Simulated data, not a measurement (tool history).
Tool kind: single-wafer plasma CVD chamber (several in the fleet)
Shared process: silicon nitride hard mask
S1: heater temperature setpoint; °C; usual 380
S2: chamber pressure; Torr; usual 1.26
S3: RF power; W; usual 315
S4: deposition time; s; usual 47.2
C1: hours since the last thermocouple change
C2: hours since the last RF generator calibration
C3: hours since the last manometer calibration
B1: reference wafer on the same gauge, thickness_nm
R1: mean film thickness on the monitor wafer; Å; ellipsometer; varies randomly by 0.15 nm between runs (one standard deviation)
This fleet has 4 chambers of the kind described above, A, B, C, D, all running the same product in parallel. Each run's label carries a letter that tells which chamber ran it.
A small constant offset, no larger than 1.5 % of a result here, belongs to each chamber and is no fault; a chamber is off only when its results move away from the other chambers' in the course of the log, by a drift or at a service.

run 1C hour=5.4 | S1=380 S2=1.26 S3=315 S4=47.2 | C1=560.3 C2=635.5 C3=562.4 | B1=44.098 | R1=522.07
run 2A hour=10.5 | S1=380 S2=1.26 S3=315 S4=47.2 | C1=1841.7 C2=2035.8 C3=1093.1 | B1=44.095 | R1=518.98
run 3D hour=15.3 | S1=380 S2=1.26 S3=315 S4=47.2 | C1=1516.5 C2=138.6 C3=47.1 | B1=44.085 | R1=521.82
run 4B hour=22.3 | S1=380 S2=1.26 S3=315 S4=47.2 | C1=580.5 C2=1037.2 C3=1108.0 | B1=44.103 | R1=533.39
run 5D hour=28.8 | S1=380 S2=1.26 S3=315 S4=47.2 | C1=1530.0 C2=152.1 C3=60.6 | B1=44.097 | R1=523.76
run 6A hour=36.8 | S1=380 S2=1.26 S3=315 S4=47.2 | C1=1868.0 C2=2062.1 C3=1119.4 | B1=44.083 | R1=519.63
run 7B hour=42.0 | S1=380 S2=1.02 S3=315 S4=42.8 | C1=600.2 C2=1056.9 C3=1127.7 | B1=44.118 | R1=450.46
run 8C hour=47.2 | S1=380 S2=1.02 S3=315 S4=42.8 | C1=602.1 C2=677.3 C3=604.2 | B1=44.106 | R1=443.59
run 9D hour=56.2 | S1=380 S2=1.02 S3=315 S4=42.8 | C1=1557.4 C2=179.5 C3=88.0 | B1=44.107 | R1=441.86
run 10C hour=65.5 | S1=380 S2=1.02 S3=315 S4=42.8 | C1=620.4 C2=695.6 C3=622.5 | B1=44.084 | R1=440.89
run 11B hour=70.6 | S1=380 S2=1.26 S3=315 S4=47.2 | C1=628.8 C2=1085.5 C3=1156.3 | B1=44.116 | R1=535.25
-- hour=75.7 chamber B: RF generator calibrated
run 12A hour=80.6 | S1=380 S2=1.04 S3=260 S4=47.2 | C1=1911.8 C2=2105.9 C3=1163.2 | B1=44.129 | R1=429.91
run 13D hour=88.6 | S1=380 S2=1.04 S3=260 S4=47.2 | C1=1589.8 C2=211.9 C3=120.4 | B1=44.079 | R1=431.43
run 14B hour=96.9 | S1=380 S2=1.04 S3=260 S4=47.2 | C1=655.1 C2=21.3 C3=1182.6 | B1=44.073 | R1=444.60
run 15C hour=106.3 | S1=380 S2=1.04 S3=260 S4=47.2 | C1=661.2 C2=736.4 C3=663.3 | B1=44.102 | R1=430.84
run 16A hour=116.2 | S1=380 S2=1.26 S3=315 S4=47.2 | C1=1947.4 C2=2141.5 C3=1198.8 | B1=44.094 | R1=519.68
run 17C hour=123.7 | S1=380 S2=1.26 S3=315 S4=47.2 | C1=678.6 C2=753.8 C3=680.7 | B1=44.093 | R1=520.48
run 18D hour=128.5 | S1=380 S2=1.26 S3=315 S4=47.2 | C1=1629.7 C2=251.8 C3=160.3 | B1=44.072 | R1=522.91
run 19A hour=138.0 | S1=380 S2=1.26 S3=315 S4=47.2 | C1=1969.2 C2=2163.3 C3=1220.6 | B1=44.130 | R1=520.23
run 20B hour=147.4 | S1=380 S2=1.26 S3=315 S4=47.2 | C1=705.6 C2=71.8 C3=1233.1 | B1=44.093 | R1=533.50
run 21C hour=152.9 | S1=380 S2=1.26 S3=315 S4=47.2 | C1=707.8 C2=783.0 C3=709.9 | B1=44.111 | R1=520.31
run 22B hour=160.6 | S1=392 S2=1.26 S3=315 S4=47.2 | C1=718.8 C2=85.0 C3=1246.3 | B1=44.131 | R1=530.86
run 23D hour=165.8 | S1=392 S2=1.26 S3=315 S4=47.2 | C1=1667.0 C2=289.1 C3=197.6 | B1=44.107 | R1=522.79
run 24A hour=171.3 | S1=392 S2=1.26 S3=315 S4=47.2 | C1=2002.5 C2=2196.6 C3=1253.9 | B1=44.128 | R1=517.37
run 25D hour=180.9 | S1=392 S2=1.26 S3=315 S4=47.2 | C1=1682.1 C2=304.2 C3=212.7 | B1=44.114 | R1=520.05
run 26C hour=191.0 | S1=380 S2=1.26 S3=315 S4=47.2 | C1=745.9 C2=821.1 C3=748.0 | B1=44.107 | R1=522.57
run 27B hour=196.0 | S1=380 S2=1.26 S3=315 S4=47.2 | C1=754.2 C2=120.4 C3=1281.7 | B1=44.114 | R1=534.14
run 28A hour=203.3 | S1=380 S2=1.26 S3=315 S4=47.2 | C1=2034.5 C2=2228.6 C3=1285.9 | B1=44.117 | R1=520.18
run 29C hour=213.1 | S1=380 S2=1.26 S3=315 S4=47.2 | C1=768.0 C2=843.2 C3=770.1 | B1=44.117 | R1=520.79
run 30A hour=222.1 | S1=380 S2=1.26 S3=315 S4=47.2 | C1=2053.3 C2=2247.4 C3=1304.7 | B1=44.106 | R1=520.18
run 31B hour=229.8 | S1=380 S2=1.26 S3=315 S4=47.2 | C1=788.0 C2=154.2 C3=1315.5 | B1=44.074 | R1=531.48
run 32D hour=237.7 | S1=380 S2=1.06 S3=315 S4=47.2 | C1=1738.9 C2=361.0 C3=269.5 | B1=44.119 | R1=496.39
run 33A hour=246.5 | S1=380 S2=1.06 S3=315 S4=47.2 | C1=2077.7 C2=2271.8 C3=1329.1 | B1=44.078 | R1=491.65
run 34C hour=255.7 | S1=380 S2=1.06 S3=315 S4=47.2 | C1=810.6 C2=885.8 C3=812.7 | B1=44.101 | R1=492.27
run 35D hour=265.5 | S1=380 S2=1.06 S3=315 S4=47.2 | C1=1766.7 C2=388.8 C3=297.3 | B1=44.111 | R1=496.98
run 36B hour=270.3 | S1=380 S2=1.26 S3=315 S4=47.2 | C1=828.5 C2=194.7 C3=1356.0 | B1=44.084 | R1=534.91
run 37D hour=278.1 | S1=371 S2=1.07 S3=315 S4=47.2 | C1=1779.3 C2=401.4 C3=309.9 | B1=44.120 | R1=497.05
run 38C hour=284.4 | S1=371 S2=1.07 S3=315 S4=47.2 | C1=839.3 C2=914.5 C3=841.4 | B1=44.082 | R1=494.76

All chambers now run identical settings, listed one chamber a line with results as question marks. What results will each chamber show?
run 39A hour=291.7 | S1=380 S2=1.26 S3=315 S4=44.0 | R1=?
run 39B hour=291.7 | S1=380 S2=1.26 S3=315 S4=44.0 | R1=?
run 39C hour=291.7 | S1=380 S2=1.26 S3=315 S4=44.0 | R1=?
run 39D hour=291.7 | S1=380 S2=1.26 S3=315 S4=44.0 | R1=?

run=39A R1=484.99
run=39B R1=497.59
run=39C R1=484.54
run=39D R1=490.97
